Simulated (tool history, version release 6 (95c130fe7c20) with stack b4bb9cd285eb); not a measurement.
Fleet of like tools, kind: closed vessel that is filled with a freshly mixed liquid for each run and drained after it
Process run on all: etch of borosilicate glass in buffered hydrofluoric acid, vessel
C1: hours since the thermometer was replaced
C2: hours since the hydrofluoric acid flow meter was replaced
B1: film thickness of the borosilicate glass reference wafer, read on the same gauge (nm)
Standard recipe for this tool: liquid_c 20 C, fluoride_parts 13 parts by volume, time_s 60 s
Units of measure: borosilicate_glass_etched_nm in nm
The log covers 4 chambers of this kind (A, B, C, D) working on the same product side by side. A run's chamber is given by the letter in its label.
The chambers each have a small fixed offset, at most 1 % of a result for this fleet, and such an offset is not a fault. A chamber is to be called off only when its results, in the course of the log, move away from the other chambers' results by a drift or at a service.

run 1B hour=4.2 | liquid_c=20 fluoride_parts=13 time_s=60 | C1=753.2 C2=1056 | B1=80.012 | borosilicate_glass_etched_nm=46.42
-- hour=5.1 chamber B: thermometer replaced
run 2D hour=8.3 | liquid_c=20 fluoride_parts=13 time_s=60 | C1=866 C2=156.8 | B1=79.998 | borosilicate_glass_etched_nm=46.054
run 3C hour=11.1 | liquid_c=20 fluoride_parts=13 time_s=60 | C1=1156.3 C2=474.7 | B1=80.004 | borosilicate_glass_etched_nm=47.175
run 4A hour=13.8 | liquid_c=20 fluoride_parts=13 time_s=60 | C1=639.6 C2=241.2 | B1=79.998 | borosilicate_glass_etched_nm=46.614
run 5B hour=16.3 | liquid_c=20 fluoride_parts=13 time_s=60 | C1=11.2 C2=1068.1 | B1=79.968 | borosilicate_glass_etched_nm=46.191
run 6D hour=19.9 | liquid_c=20 fluoride_parts=13 time_s=60 | C1=877.6 C2=168.4 | B1=80.015 | borosilicate_glass_etched_nm=45.508
run 7C hour=22.7 | liquid_c=20 fluoride_parts=13 time_s=60 | C1=1167.9 C2=486.3 | B1=79.977 | borosilicate_glass_etched_nm=47.127
run 8A hour=24.7 | liquid_c=17 fluoride_parts=13 time_s=60 | C1=650.5 C2=252.1 | B1=79.984 | borosilicate_glass_etched_nm=38.853
run 9D hour=28.1 | liquid_c=17 fluoride_parts=13 time_s=60 | C1=885.8 C2=176.6 | B1=80.01 | borosilicate_glass_etched_nm=39.275
run 10C hour=31 | liquid_c=17 fluoride_parts=13 time_s=60 | C1=1176.2 C2=494.6 | B1=80.002 | borosilicate_glass_etched_nm=39.82
run 11B hour=35.2 | liquid_c=17 fluoride_parts=13 time_s=60 | C1=30.1 C2=1087 | B1=80.015 | borosilicate_glass_etched_nm=38.346
run 12A hour=38.1 | liquid_c=20 fluoride_parts=13 time_s=60 | C1=663.9 C2=265.5 | B1=80.012 | borosilicate_glass_etched_nm=46.897
run 13B hour=41.9 | liquid_c=20 fluoride_parts=13 time_s=60 | C1=36.8 C2=1093.7 | B1=80.019 | borosilicate_glass_etched_nm=46.9
run 14C hour=44.1 | liquid_c=20 fluoride_parts=13 time_s=60 | C1=1189.3 C2=507.7 | B1=79.981 | borosilicate_glass_etched_nm=46.106
run 15D hour=46.4 | liquid_c=20 fluoride_parts=11 time_s=30 | C1=904.1 C2=194.9 | B1=80.01 | borosilicate_glass_etched_nm=27.806
run 16A hour=50.7 | liquid_c=20 fluoride_parts=11 time_s=30 | C1=676.5 C2=278.1 | B1=80.02 | borosilicate_glass_etched_nm=27.826
run 17B hour=52.8 | liquid_c=20 fluoride_parts=11 time_s=30 | C1=47.7 C2=1104.6 | B1=80.01 | borosilicate_glass_etched_nm=27.102
run 18D hour=55.8 | liquid_c=20 fluoride_parts=11 time_s=30 | C1=913.5 C2=204.3 | B1=79.983 | borosilicate_glass_etched_nm=27.097
run 19C hour=57.9 | liquid_c=20 fluoride_parts=13 time_s=60 | C1=1203.1 C2=521.5 | B1=80.024 | borosilicate_glass_etched_nm=46.165
run 20A hour=60.4 | liquid_c=20 fluoride_parts=13 time_s=60 | C1=686.2 C2=287.8 | B1=80.012 | borosilicate_glass_etched_nm=48.972
run 21A hour=62.8 | liquid_c=20 fluoride_parts=13 time_s=60 | C1=688.6 C2=290.2 | B1=80.008 | borosilicate_glass_etched_nm=48.621
run 22B hour=67 | liquid_c=20 fluoride_parts=13 time_s=60 | C1=61.9 C2=1118.8 | B1=80.019 | borosilicate_glass_etched_nm=46.544
run 23C hour=69.2 | liquid_c=20 fluoride_parts=13 time_s=60 | C1=1214.4 C2=532.8 | B1=80.001 | borosilicate_glass_etched_nm=46.108
run 24D hour=71.1 | liquid_c=20 fluoride_parts=9.5 time_s=60 | C1=928.8 C2=219.6 | B1=79.996 | borosilicate_glass_etched_nm=62.216
run 25D hour=73.3 | liquid_c=20 fluoride_parts=9.5 time_s=60 | C1=931 C2=221.8 | B1=79.968 | borosilicate_glass_etched_nm=61.666
run 26A hour=75.6 | liquid_c=20 fluoride_parts=9.5 time_s=60 | C1=701.4 C2=303 | B1=80.015 | borosilicate_glass_etched_nm=63.364
run 27C hour=78.3 | liquid_c=20 fluoride_parts=9.5 time_s=60 | C1=1223.5 C2=541.9 | B1=79.975 | borosilicate_glass_etched_nm=63.286
run 28B hour=82.5 | liquid_c=20 fluoride_parts=13 time_s=60 | C1=77.4 C2=1134.3 | B1=79.997 | borosilicate_glass_etched_nm=45.987
run 29D hour=85.3 | liquid_c=17.5 fluoride_parts=16.5 time_s=60 | C1=943 C2=233.8 | B1=80.007 | borosilicate_glass_etched_nm=31.738
run 30A hour=88.1 | liquid_c=17.5 fluoride_parts=16.5 time_s=60 | C1=713.9 C2=315.5 | B1=80.014 | borosilicate_glass_etched_nm=34.294
run 31C hour=92.2 | liquid_c=17.5 fluoride_parts=16.5 time_s=60 | C1=1237.4 C2=555.8 | B1=80.014 | borosilicate_glass_etched_nm=32.611
run 32B hour=94.3 | liquid_c=17.5 fluoride_parts=16.5 time_s=60 | C1=89.2 C2=1146.1 | B1=80.008 | borosilicate_glass_etched_nm=31.317
run 33A hour=97.9 | liquid_c=20 fluoride_parts=13 time_s=60 | C1=723.7 C2=325.3 | B1=79.99 | borosilicate_glass_etched_nm=48.772
run 34B hour=100.1 | liquid_c=20 fluoride_parts=13 time_s=60 | C1=95 C2=1151.9 | B1=79.983 | borosilicate_glass_etched_nm=46.954

Read the log: is a single chamber off, either drifting away or since a service, is the gauge that measures every chamber drifting, or is nothing wrong beyond small per-chamber offsets? Name any odd chamber and what most likely caused it.

One chamber, A, drifts off from the rest bit by bit.
Most likely cause: hydrofluoric acid flow above the setpoint (%) = 7.3.
It could be hard to tell apart here from: liquid hotter than its thermometer reads (K).

Chamber A could run next with any of the 4 candidate recipes listed below; each alters the usual settings, and their results appear as question marks. Which one brings its results back in line with what the other chambers deliver on the usual settings?
Counts as in line when no further than this from what the other chambers average on the usual settings: borosilicate_glass_etched_nm 1.4 nm
run 35A-1 hour=103.2 | liquid_c=18 fluoride_parts=13 time_s=60 | borosilicate_glass_etched_nm=?
run 35A-2 hour=103.2 | liquid_c=21 fluoride_parts=13 time_s=60 | borosilicate_glass_etched_nm=?
run 35A-3 hour=103.2 | liquid_c=20 fluoride_parts=12.5 time_s=65 | borosilicate_glass_etched_nm=?
run 35A-4 hour=103.2 | liquid_c=20 fluoride_parts=14 time_s=60 | borosilicate_glass_etched_nm=?

Usual-settings mean across the other chambers: borosilicate_glass_etched_nm 46.53 nm
run=35A-1 borosilicate_glass_etched_nm=44.307
run=35A-2 borosilicate_glass_etched_nm=52.371
run=35A-3 borosilicate_glass_etched_nm=55.779
run=35A-4 borosilicate_glass_etched_nm=46.097
The right change is 35A-4: it brings the chamber back within the allowed miss of the others.

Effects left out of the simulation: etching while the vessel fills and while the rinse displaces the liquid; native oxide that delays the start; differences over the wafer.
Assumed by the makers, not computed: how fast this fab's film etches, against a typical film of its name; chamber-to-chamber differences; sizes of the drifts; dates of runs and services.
